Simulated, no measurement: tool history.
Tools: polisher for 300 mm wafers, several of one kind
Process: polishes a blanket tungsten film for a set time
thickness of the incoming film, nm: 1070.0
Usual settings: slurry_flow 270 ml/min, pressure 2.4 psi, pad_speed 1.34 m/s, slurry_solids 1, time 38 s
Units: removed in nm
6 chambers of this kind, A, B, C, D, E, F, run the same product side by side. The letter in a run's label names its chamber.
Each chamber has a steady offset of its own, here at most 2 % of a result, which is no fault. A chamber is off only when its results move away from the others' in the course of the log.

run     day  slurry_flow  pressure  pad_speed  slurry_solids  time  removed
      0.058  -- chamber A: slurry tank refilled with fresh slurry and peroxide
 1B   0.429          270       2.4       1.34              1    38   179.93
      0.762  -- chamber B: slurry tank refilled with fresh slurry and peroxide
 2D   0.888          270       2.4       1.34              1    38   175.28
      1.079  -- chamber E: slurry tank refilled with fresh slurry and peroxide
      1.262  -- chamber F: slurry tank refilled with fresh slurry and peroxide
      1.371  -- chamber C: slurry blender recalibrated
 3C   1.471          270       2.4       1.34              1    38   174.58
 4E    1.75          270       2.4       1.34              1    38   175.65
 5A   2.188          270       2.4       1.34              1    38    174.6
      2.575  -- chamber F: slurry nozzle cleaned
 6F   2.633          270       2.4       1.34              1    38   176.36
      2.642  -- chamber A: slurry nozzle cleaned
      2.712  -- chamber E: worn pad replaced by a new one
      2.817  -- chamber A: worn pad replaced by a new one
      2.842  -- chamber B: worn pad replaced by a new one
      2.896  -- chamber F: worn pad replaced by a new one
          3  -- chamber C: slurry tank refilled with fresh slurry and peroxide
 7F   3.171          270       2.4       1.02              1    38   134.44
      3.479  -- chamber A: slurry tank refilled with fresh slurry and peroxide
      3.512  -- chamber A: slurry blender recalibrated
 8A   3.771          270       2.4       1.02              1    38   133.42
      4.121  -- chamber B: slurry tank refilled with fresh slurry and peroxide
 9E   4.325          270       2.4       1.02              1    38   132.35
10C   4.646          270       2.4       1.02              1    38   133.45
      4.804  -- chamber E: slurry tank refilled with fresh slurry and peroxide
      5.017  -- chamber F: slurry blender recalibrated
11B   5.162          270       2.4       1.02              1    38   136.71
12D   5.804          270       2.4       1.02              1    38   132.79
      6.008  -- chamber F: worn pad replaced by a new one
       6.15  -- chamber C: slurry tank refilled with fresh slurry and peroxide
13B   6.421          270       2.4       1.34              1    38   180.52
      6.471  -- chamber C: worn pad replaced by a new one
14C   6.754          270       2.4       1.34              1    38   175.86
      6.783  -- chamber E: slurry blender recalibrated
      6.804  -- chamber A: slurry tank refilled with fresh slurry and peroxide
      6.829  -- chamber D: slurry tank refilled with fresh slurry and peroxide
15E   7.292          270       2.4       1.34              1    38   175.47
      7.588  -- chamber B: slurry tank refilled with fresh slurry and peroxide
      7.612  -- chamber D: head pressure recalibrated
      7.679  -- chamber B: worn pad replaced by a new one
      7.867  -- chamber A: worn pad replaced by a new one
      7.871  -- chamber F: slurry tank refilled with fresh slurry and peroxide
16D   7.888          315       2.4       1.34            0.9    38   169.58
       7.95  -- chamber D: slurry blender recalibrated
      8.025  -- chamber C: head pressure recalibrated
17A   8.317          315       2.4       1.34            0.9    38   173.73
      8.462  -- chamber E: slurry tank refilled with fresh slurry and peroxide
18F   8.604          315       2.4       1.34            0.9    38   173.94
      9.012  -- chamber E: slurry nozzle cleaned
19B    9.15          315       2.4       1.34            0.9    38   177.84
      9.404  -- chamber B: slurry nozzle cleaned
20D   9.546          315       2.4       1.34            0.9    38   170.31
      9.571  -- chamber F: worn pad replaced by a new one
      9.779  -- chamber C: slurry tank refilled with fresh slurry and peroxide
      9.929  -- chamber A: slurry tank refilled with fresh slurry and peroxide
     10.067  -- chamber A: slurry blender recalibrated
21E  10.117          315       2.4       1.34            0.9    38   174.72
     10.246  -- chamber E: worn pad replaced by a new one
22F  10.625          305       2.4       1.34            1.2    38   187.72
23C  11.004          305       2.4       1.34            1.2    38   184.68
24A  11.392          305       2.4       1.34            1.2    38   182.98
     11.529  -- chamber B: slurry tank refilled with fresh slurry and peroxide
     11.688  -- chamber E: slurry tank refilled with fresh slurry and peroxide
     11.942  -- chamber F: head pressure recalibrated
25A  12.021          305       2.4       1.34            1.2    38   183.94
26B  12.321          305       2.4       1.34            1.2    38   187.91
     12.392  -- chamber A: worn pad replaced by a new one
       12.7  -- chamber D: slurry nozzle cleaned
     12.796  -- chamber E: head pressure recalibrated
     12.846  -- chamber B: worn pad replaced by a new one
27D  12.875          305       2.4       1.34            1.2    38   179.25
     13.075  -- chamber A: slurry tank refilled with fresh slurry and peroxide
28F    13.2          270       2.4       1.34              1    38   174.84
     13.475  -- chamber C: slurry tank refilled with fresh slurry and peroxide
     13.621  -- chamber F: worn pad replaced by a new one
     13.762  -- chamber E: slurry blender recalibrated
29C  13.775          270       2.4       1.34              1    38   174.59
     13.808  -- chamber C: slurry nozzle cleaned
     13.846  -- chamber D: slurry tank refilled with fresh slurry and peroxide
30E  14.188          270       2.4       1.34              1    38   175.99
     14.392  -- chamber C: worn pad replaced by a new one
     14.458  -- chamber C: slurry blender recalibrated
31B  14.654          270       2.4       1.34              1    38   179.72
32A  15.212          270       2.4       1.34              1    38   176.01
33E  15.642          270       2.4       1.34              1    38   176.61
     16.121  -- chamber F: slurry tank refilled with fresh slurry and peroxide
34F  16.167          270       2.4       1.34              1    38   176.43
35C  16.471          270       2.4       1.34              1    38   176.01
     16.479  -- chamber F: slurry blender recalibrated
36D  17.083          270       2.4       1.34              1    38   166.81
     17.233  -- chamber F: slurry nozzle cleaned
     17.267  -- chamber F: worn pad replaced by a new one
     17.417  -- chamber C: slurry tank refilled with fresh slurry and peroxide
37C  17.608          270       2.4       1.34              1    38    173.7
38F   18.15          270       2.4       1.34              1    38   176.06

What goes on in this fleet: one chamber off, a drifting gauge, or nothing beyond the chambers' own small offsets? Name the chamber and the cause, if any.

Chamber D drifts away from the others.
Cause: removal rate lost through wear of the pad, % = 5.58.

Here are 4 candidates for chamber D's next run, each the usual settings with a change, their results left as question marks. Which one brings its results back in line with what the others give on the usual settings?
In line means no further than this from the other chambers' mean on the usual settings: removed 3.7 nm
39D-1  18.612          270       2.4       1.34            0.8    38        ?
39D-2  18.612          270       2.4       1.34              1    40        ?
39D-3  18.612          270       2.4       1.34              1    39        ?
39D-4  18.612          270       2.4       1.32              1    38        ?

The other chambers' mean on the usual settings: removed 176.52 nm
  run  removed
39D-1   157.71
39D-2   175.14
39D-3   170.76
39D-4   163.86
39D-2 brings the chamber back in line.
